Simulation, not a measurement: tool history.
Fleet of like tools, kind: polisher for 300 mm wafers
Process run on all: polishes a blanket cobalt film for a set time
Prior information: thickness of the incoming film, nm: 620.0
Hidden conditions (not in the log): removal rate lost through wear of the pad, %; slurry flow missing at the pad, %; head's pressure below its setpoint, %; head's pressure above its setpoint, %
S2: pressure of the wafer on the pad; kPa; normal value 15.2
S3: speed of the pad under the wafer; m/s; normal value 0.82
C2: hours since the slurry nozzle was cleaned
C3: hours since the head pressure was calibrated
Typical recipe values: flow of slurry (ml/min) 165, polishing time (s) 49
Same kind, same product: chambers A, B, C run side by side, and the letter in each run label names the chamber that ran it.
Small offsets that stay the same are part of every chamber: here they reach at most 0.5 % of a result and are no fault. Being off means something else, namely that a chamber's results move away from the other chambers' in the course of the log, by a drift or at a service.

run 1B hour=5.4 | flow_of_slurry_(ml/min)=165 S2=15.2 S3=0.82 polishing_time_(s)=49 | wafers_polished_on_this_pad=1071 C2=493.8 C3=127.4 | film_removed_(Å)=2596.9
run 2C hour=13.8 | flow_of_slurry_(ml/min)=165 S2=15.2 S3=0.82 polishing_time_(s)=49 | wafers_polished_on_this_pad=892 C2=407.1 C3=149.3 | film_removed_(Å)=2672.6
run 3A hour=22.8 | flow_of_slurry_(ml/min)=165 S2=15.2 S3=0.82 polishing_time_(s)=49 | wafers_polished_on_this_pad=264 C2=544.3 C3=35.7 | film_removed_(Å)=2640.2
run 4C hour=31.0 | flow_of_slurry_(ml/min)=165 S2=15.2 S3=0.82 polishing_time_(s)=49 | wafers_polished_on_this_pad=1026 C2=424.3 C3=166.5 | film_removed_(Å)=2672.9
run 5B hour=40.8 | flow_of_slurry_(ml/min)=165 S2=15.2 S3=0.82 polishing_time_(s)=49 | wafers_polished_on_this_pad=1347 C2=529.2 C3=162.8 | film_removed_(Å)=2622.4
run 6A hour=48.1 | flow_of_slurry_(ml/min)=165 S2=15.2 S3=0.82 polishing_time_(s)=49 | wafers_polished_on_this_pad=461 C2=569.6 C3=61.0 | film_removed_(Å)=2622.0
run 7A hour=55.0 | flow_of_slurry_(ml/min)=165 S2=15.2 S3=0.82 polishing_time_(s)=49 | wafers_polished_on_this_pad=515 C2=576.5 C3=67.9 | film_removed_(Å)=2609.2
-- hour=55.6 chamber B: worn pad replaced by a new one
run 8C hour=61.4 | flow_of_slurry_(ml/min)=165 S2=15.2 S3=0.82 polishing_time_(s)=49 | wafers_polished_on_this_pad=1263 C2=454.7 C3=196.9 | film_removed_(Å)=2654.5
run 9B hour=69.0 | flow_of_slurry_(ml/min)=165 S2=15.2 S3=0.82 polishing_time_(s)=55 | wafers_polished_on_this_pad=105 C2=557.4 C3=191.0 | film_removed_(Å)=2990.8
run 10A hour=77.1 | flow_of_slurry_(ml/min)=165 S2=15.2 S3=0.82 polishing_time_(s)=55 | wafers_polished_on_this_pad=688 C2=598.6 C3=90.0 | film_removed_(Å)=3014.5
run 11B hour=86.1 | flow_of_slurry_(ml/min)=165 S2=15.2 S3=0.82 polishing_time_(s)=55 | wafers_polished_on_this_pad=238 C2=574.5 C3=208.1 | film_removed_(Å)=2900.0
run 12C hour=90.9 | flow_of_slurry_(ml/min)=165 S2=15.2 S3=0.82 polishing_time_(s)=49 | wafers_polished_on_this_pad=1494 C2=484.2 C3=226.4 | film_removed_(Å)=2674.8
run 13B hour=95.3 | flow_of_slurry_(ml/min)=165 S2=15.2 S3=0.82 polishing_time_(s)=49 | wafers_polished_on_this_pad=310 C2=583.7 C3=217.3 | film_removed_(Å)=2602.4
run 14A hour=100.6 | flow_of_slurry_(ml/min)=165 S2=15.2 S3=0.82 polishing_time_(s)=49 | wafers_polished_on_this_pad=871 C2=622.1 C3=113.5 | film_removed_(Å)=2651.3
run 15C hour=107.0 | flow_of_slurry_(ml/min)=165 S2=15.2 S3=0.82 polishing_time_(s)=49 | wafers_polished_on_this_pad=1620 C2=500.3 C3=242.5 | film_removed_(Å)=2624.1
run 16C hour=112.6 | flow_of_slurry_(ml/min)=165 S2=15.2 S3=0.82 polishing_time_(s)=49 | wafers_polished_on_this_pad=1663 C2=505.9 C3=248.1 | film_removed_(Å)=2636.5
run 17B hour=122.2 | flow_of_slurry_(ml/min)=165 S2=15.2 S3=0.82 polishing_time_(s)=49 | wafers_polished_on_this_pad=520 C2=610.6 C3=244.2 | film_removed_(Å)=2622.6
run 18A hour=128.0 | flow_of_slurry_(ml/min)=165 S2=15.2 S3=0.82 polishing_time_(s)=49 | wafers_polished_on_this_pad=1085 C2=649.5 C3=140.9 | film_removed_(Å)=2741.9
run 19A hour=135.9 | flow_of_slurry_(ml/min)=165 S2=15.2 S3=0.98 polishing_time_(s)=49 | wafers_polished_on_this_pad=1147 C2=657.4 C3=148.8 | film_removed_(Å)=3190.1
run 20B hour=144.3 | flow_of_slurry_(ml/min)=165 S2=15.2 S3=0.98 polishing_time_(s)=49 | wafers_polished_on_this_pad=693 C2=632.7 C3=266.3 | film_removed_(Å)=3157.9
run 21C hour=151.2 | flow_of_slurry_(ml/min)=165 S2=15.2 S3=0.98 polishing_time_(s)=49 | wafers_polished_on_this_pad=1965 C2=544.5 C3=286.7 | film_removed_(Å)=3163.1
-- hour=152.2 chamber A: worn pad replaced by a new one
run 22B hour=161.1 | flow_of_slurry_(ml/min)=165 S2=15.2 S3=0.82 polishing_time_(s)=49 | wafers_polished_on_this_pad=824 C2=649.5 C3=283.1 | film_removed_(Å)=2591.1
run 23A hour=167.7 | flow_of_slurry_(ml/min)=165 S2=15.2 S3=0.82 polishing_time_(s)=49 | wafers_polished_on_this_pad=121 C2=689.2 C3=180.6 | film_removed_(Å)=2615.9
run 24C hour=177.4 | flow_of_slurry_(ml/min)=165 S2=15.2 S3=0.82 polishing_time_(s)=49 | wafers_polished_on_this_pad=2169 C2=570.7 C3=312.9 | film_removed_(Å)=2621.6
run 25A hour=181.8 | flow_of_slurry_(ml/min)=165 S2=15.2 S3=0.82 polishing_time_(s)=49 | wafers_polished_on_this_pad=231 C2=703.3 C3=194.7 | film_removed_(Å)=2666.6
run 26B hour=189.1 | flow_of_slurry_(ml/min)=165 S2=15.2 S3=0.82 polishing_time_(s)=49 | wafers_polished_on_this_pad=1043 C2=677.5 C3=311.1 | film_removed_(Å)=2624.4
-- hour=191.3 chamber B: slurry nozzle cleaned
-- hour=196.4 chamber A: slurry nozzle cleaned
run 27C hour=197.5 | flow_of_slurry_(ml/min)=165 S2=15.2 S3=0.82 polishing_time_(s)=49 | wafers_polished_on_this_pad=2326 C2=590.8 C3=333.0 | film_removed_(Å)=2549.9
run 28B hour=203.3 | flow_of_slurry_(ml/min)=165 S2=15.2 S3=0.82 polishing_time_(s)=49 | wafers_polished_on_this_pad=1154 C2=12.1 C3=325.3 | film_removed_(Å)=2600.7
run 29A hour=209.4 | flow_of_slurry_(ml/min)=165 S2=19.3 S3=1.06 polishing_time_(s)=49 | wafers_polished_on_this_pad=447 C2=13.1 C3=222.3 | film_removed_(Å)=4362.6
run 30C hour=213.7 | flow_of_slurry_(ml/min)=165 S2=19.3 S3=1.06 polishing_time_(s)=49 | wafers_polished_on_this_pad=2453 C2=607.0 C3=349.2 | film_removed_(Å)=4281.6
run 31B hour=222.6 | flow_of_slurry_(ml/min)=165 S2=19.3 S3=1.06 polishing_time_(s)=49 | wafers_polished_on_this_pad=1304 C2=31.4 C3=344.6 | film_removed_(Å)=4247.0
run 32A hour=231.2 | flow_of_slurry_(ml/min)=165 S2=15.2 S3=0.82 polishing_time_(s)=49 | wafers_polished_on_this_pad=617 C2=34.9 C3=244.1 | film_removed_(Å)=2580.9
run 33C hour=240.8 | flow_of_slurry_(ml/min)=165 S2=15.2 S3=0.82 polishing_time_(s)=49 | wafers_polished_on_this_pad=2665 C2=634.1 C3=376.3 | film_removed_(Å)=2546.3
run 34A hour=246.0 | flow_of_slurry_(ml/min)=165 S2=15.2 S3=0.82 polishing_time_(s)=49 | wafers_polished_on_this_pad=732 C2=49.7 C3=258.9 | film_removed_(Å)=2708.1
-- hour=250.1 chamber B: worn pad replaced by a new one
run 35B hour=254.4 | flow_of_slurry_(ml/min)=165 S2=15.2 S3=0.82 polishing_time_(s)=49 | wafers_polished_on_this_pad=33 C2=63.2 C3=376.4 | film_removed_(Å)=2622.7
run 36C hour=264.4 | flow_of_slurry_(ml/min)=165 S2=15.2 S3=0.82 polishing_time_(s)=49 | wafers_polished_on_this_pad=2849 C2=657.7 C3=399.9 | film_removed_(Å)=2529.1
run 37A hour=273.9 | flow_of_slurry_(ml/min)=165 S2=15.2 S3=0.82 polishing_time_(s)=49 | wafers_polished_on_this_pad=950 C2=77.6 C3=286.8 | film_removed_(Å)=2629.2
run 38C hour=278.5 | flow_of_slurry_(ml/min)=165 S2=10.3 S3=0.82 polishing_time_(s)=62 | wafers_polished_on_this_pad=2959 C2=671.8 C3=414.0 | film_removed_(Å)=2156.7
run 39B hour=286.8 | flow_of_slurry_(ml/min)=165 S2=10.3 S3=0.82 polishing_time_(s)=62 | wafers_polished_on_this_pad=286 C2=95.6 C3=408.8 | film_removed_(Å)=2226.8
run 40A hour=292.4 | flow_of_slurry_(ml/min)=165 S2=10.3 S3=0.82 polishing_time_(s)=62 | wafers_polished_on_this_pad=1095 C2=96.1 C3=305.3 | film_removed_(Å)=2247.7
run 41B hour=297.2 | flow_of_slurry_(ml/min)=165 S2=15.2 S3=0.82 polishing_time_(s)=49 | wafers_polished_on_this_pad=367 C2=106.0 C3=419.2 | film_removed_(Å)=2579.5
run 42C hour=303.6 | flow_of_slurry_(ml/min)=165 S2=15.2 S3=0.82 polishing_time_(s)=49 | wafers_polished_on_this_pad=3155 C2=696.9 C3=439.1 | film_removed_(Å)=2502.6
run 43A hour=313.1 | flow_of_slurry_(ml/min)=165 S2=15.2 S3=0.82 polishing_time_(s)=49 | wafers_polished_on_this_pad=1256 C2=116.8 C3=326.0 | film_removed_(Å)=2627.1
run 44B hour=321.0 | flow_of_slurry_(ml/min)=165 S2=15.2 S3=0.82 polishing_time_(s)=49 | wafers_polished_on_this_pad=553 C2=129.8 C3=443.0 | film_removed_(Å)=2629.3

All 3 chambers run these settings next. Forecast each chamber's results:
run 45A hour=328.1 | flow_of_slurry_(ml/min)=115 S2=15.2 S3=0.82 polishing_time_(s)=49 | film_removed_(Å)=?
run 45B hour=328.1 | flow_of_slurry_(ml/min)=115 S2=15.2 S3=0.82 polishing_time_(s)=49 | film_removed_(Å)=?
run 45C hour=328.1 | flow_of_slurry_(ml/min)=115 S2=15.2 S3=0.82 polishing_time_(s)=49 | film_removed_(Å)=?

run=45A film_removed_(Å)=2446.3
run=45B film_removed_(Å)=2414.1
run=45C film_removed_(Å)=2282.2

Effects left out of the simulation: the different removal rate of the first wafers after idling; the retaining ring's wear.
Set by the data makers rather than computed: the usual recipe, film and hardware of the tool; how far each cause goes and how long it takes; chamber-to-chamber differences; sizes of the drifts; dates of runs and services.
